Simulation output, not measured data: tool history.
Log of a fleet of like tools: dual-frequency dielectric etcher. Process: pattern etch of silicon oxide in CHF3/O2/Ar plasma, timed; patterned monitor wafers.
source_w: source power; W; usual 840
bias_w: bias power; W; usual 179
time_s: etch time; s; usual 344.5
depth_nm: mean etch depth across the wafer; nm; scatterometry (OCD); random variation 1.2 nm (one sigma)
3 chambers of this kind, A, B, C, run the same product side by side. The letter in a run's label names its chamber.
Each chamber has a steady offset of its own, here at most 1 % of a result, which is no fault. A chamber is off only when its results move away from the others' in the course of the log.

run,hour,source_w,bias_w,time_s,"read-back reference wafer on the same gauge, depth_nm",depth_nm
1B,3.8,840,179,344.5,790.73,766.29
2A,7.1,840,179,344.5,790.60,779.52
3C,9.7,840,179,344.5,790.33,768.72
4B,11.8,840,179,344.5,790.44,769.44
5C,15.6,840,179,344.5,790.39,768.59
6A,20.0,840,179,344.5,790.33,777.57
7B,23.0,840,179,344.5,789.83,765.65
8C,25.5,840,179,344.5,789.85,769.02
9A,28.3,840,179,344.5,789.64,775.41
10C,31.9,840,179,344.5,789.83,770.90
11A,35.9,840,179,344.5,789.25,778.73
12B,37.9,840,179,344.5,789.26,764.84
13B,42.1,840,219,344.5,789.49,817.93
14C,44.2,840,219,344.5,789.03,821.21
15A,47.3,840,219,344.5,788.86,831.65
16C,50.2,840,179,344.5,788.44,768.27
17A,53.2,930,179,411.5,788.36,961.68
18B,55.9,930,179,411.5,788.48,952.17
19C,58.4,930,179,411.5,788.14,955.57
20A,61.1,840,193,376.0,788.20,866.24
21B,63.6,840,193,376.0,787.85,855.92
22B,66.2,840,193,376.0,788.44,854.66
23A,70.8,920,179,270.5,787.67,629.00
24C,75.4,920,179,270.5,787.69,624.03
25A,78.2,920,179,270.5,787.38,631.29
26C,82.8,840,179,310.5,787.39,690.81
27B,86.1,840,179,310.5,787.49,687.89
28C,88.8,840,179,310.5,786.80,688.88
29B,92.2,840,179,344.5,786.86,765.77
30A,95.0,840,179,344.5,786.45,774.24
31A,99.5,840,179,344.5,786.41,774.00
32C,103.1,840,198,344.5,785.94,791.22
33B,106.4,840,198,344.5,786.30,788.03

All 3 chambers run these settings next. Forecast each chamber's results:
34A,109.7,840,179,344.5,,?
34B,109.7,840,179,344.5,,?
34C,109.7,840,179,344.5,,?

run,depth_nm
34A,772.46
34B,763.98
34C,766.96
